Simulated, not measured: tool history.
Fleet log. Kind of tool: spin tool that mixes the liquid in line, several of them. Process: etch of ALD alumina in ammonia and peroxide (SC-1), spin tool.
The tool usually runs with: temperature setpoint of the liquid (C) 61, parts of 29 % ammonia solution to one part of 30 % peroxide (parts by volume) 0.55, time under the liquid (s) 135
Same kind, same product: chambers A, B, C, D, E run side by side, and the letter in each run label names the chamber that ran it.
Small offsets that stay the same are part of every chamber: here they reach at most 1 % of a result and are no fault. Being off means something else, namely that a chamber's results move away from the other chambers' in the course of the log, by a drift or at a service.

run	hour	temperature setpoint of the liquid (C)	parts of 29 % ammonia solution to one part of 30 % peroxide (parts by volume)	time under the liquid (s)	hours since the thermometer was replaced	hours since the ammonia flow meter was replaced	hours since the heated supply line was repaired	hours since the drum of ammonia solution was connected	read-back film thickness of the ALD alumina reference wafer, read on the same gauge (nm)	thickness taken off the ALD alumina on a monitor wafer (angstrom)
# hour 13.1: chamber A: new drum of ammonia solution connected
1D	13.1	61	0.55	135	965.7	343.9	1073.3	646.2	40.015	136.34
2E	27.3	61	0.55	135	2212.4	1556.4	503.9	533.4	40.026	135.3
3B	43	61	0.55	135	908.6	451.4	723.2	693.3	39.978	134.51
4C	56	61	0.55	135	617.6	1775.9	817	405.6	39.986	134.68
5A	67.4	61	0.55	135	181.1	482	1396.7	54.3	40.019	136.28
6E	81.5	61	0.55	135	2266.6	1610.6	558.1	587.6	40.005	134.53
7A	88.5	61	0.55	135	202.2	503.1	1417.8	75.4	39.957	135.37
8D	98.6	64.5	0.4	135	1051.2	429.4	1158.8	731.7	40.022	159.22
9B	107.1	64.5	0.4	135	972.7	515.5	787.3	757.4	39.991	158.88
# hour 115.4: chamber D: new drum of ammonia solution connected
10C	117	64.5	0.4	135	678.6	1836.9	878	466.6	39.995	156.57
11B	131.3	64.5	0.4	135	996.9	539.7	811.5	781.6	40.025	159.6
12D	146.7	64.5	0.4	135	1099.3	477.5	1206.9	31.4	40.001	155.07
# hour 149.1: chamber A: heated supply line repaired
13E	154.3	61	0.55	135	2339.4	1683.4	630.9	660.4	39.976	136.6
# hour 155.5: chamber E: new drum of ammonia solution connected
14C	169.2	61	0.55	135	730.8	1889.1	930.2	518.8	40.022	135.92
# hour 177.1: chamber C: heated supply line repaired
15A	185	61	0.55	135	298.7	599.6	36	171.9	39.951	138.29
16E	200.8	61	0.55	135	2385.9	1729.9	677.4	45.4	39.989	137.94
17C	209.7	61	0.55	135	771.3	1929.6	32.6	559.3	40.005	136.95
18D	225.8	61	0.55	135	1178.4	556.6	1286	110.5	39.947	134.41
19B	239.2	61	0.55	135	1104.8	647.6	919.4	889.5	40.028	140.17
# hour 248.5: chamber B: new drum of ammonia solution connected
20A	251.2	61	0.55	135	364.9	665.8	102.2	238.1	40.016	136.03
21E	262.1	61	0.55	135	2447.2	1791.2	738.7	106.7	40.014	134.75
22B	275.9	61	0.55	135	1141.5	684.3	956.1	27.5	40.068	140.17
# hour 283.9: chamber C: new drum of ammonia solution connected
23A	289.2	61	0.55	135	402.9	703.8	140.2	276.1	39.985	138.26
24C	303.5	61	0.55	135	865.1	2023.4	126.4	19.6	39.973	135.15
25D	310.8	61	0.55	135	1263.4	641.6	1371	195.5	39.995	135.69
26C	322.1	61	0.55	135	883.7	2042	145	38.2	39.955	134.8
27A	334.4	61	0.55	135	448.1	749	185.4	321.3	39.961	134.8
28E	346.8	61	0.55	135	2531.9	1875.9	823.4	191.4	40.053	136.2
29B	356.1	61	0.55	135	1221.7	764.5	1036.3	107.7	40.004	142.81
30D	364.8	61	0.55	135	1317.4	695.6	1425	249.5	39.96	134.03
31D	376.5	61	0.55	70	1329.1	707.3	1436.7	261.2	39.996	70.375
32E	385.2	61	0.55	70	2570.3	1914.3	861.8	229.8	40.035	69.436
33B	395.1	61	0.55	70	1260.7	803.5	1075.3	146.7	39.97	75.364
34C	402.7	61	0.55	70	964.3	2122.6	225.6	118.8	39.998	69.907
35A	416.8	61	0.55	70	530.5	831.4	267.8	403.7	40.01	70.514
# hour 422.5: chamber E: thermometer replaced
36B	432.9	61	0.55	135	1298.5	841.3	1113.1	184.5	40.033	143.25
37E	446.8	61	0.55	135	24.4	1975.9	923.4	291.4	39.993	136.7
38C	454.7	61	0.55	135	1016.3	2174.6	277.6	170.8	40.006	135.25
39A	461.9	61	0.55	135	575.6	876.5	312.9	448.8	39.973	136.54
# hour 468.5: chamber B: ammonia flow meter replaced
40D	471	61	0.55	135	1423.6	801.8	1531.2	355.7	40.008	136.03
41A	484.4	61	0.55	135	598.1	899	335.4	471.3	40.013	138.59
42B	493.6	61	0.55	135	1359.2	25.1	1173.8	245.2	39.946	146.43

The same settings go to every chamber for the next run, one line per chamber below. Forecast the results for each:
43A	505.2	61	0.3	135						?
43B	505.2	61	0.3	135						?
43C	505.2	61	0.3	135						?
43D	505.2	61	0.3	135						?
43E	505.2	61	0.3	135						?

run	thickness taken off the ALD alumina on a monitor wafer (angstrom)
43A	129.12
43B	139.8
43C	126.81
43D	129.41
43E	126.6
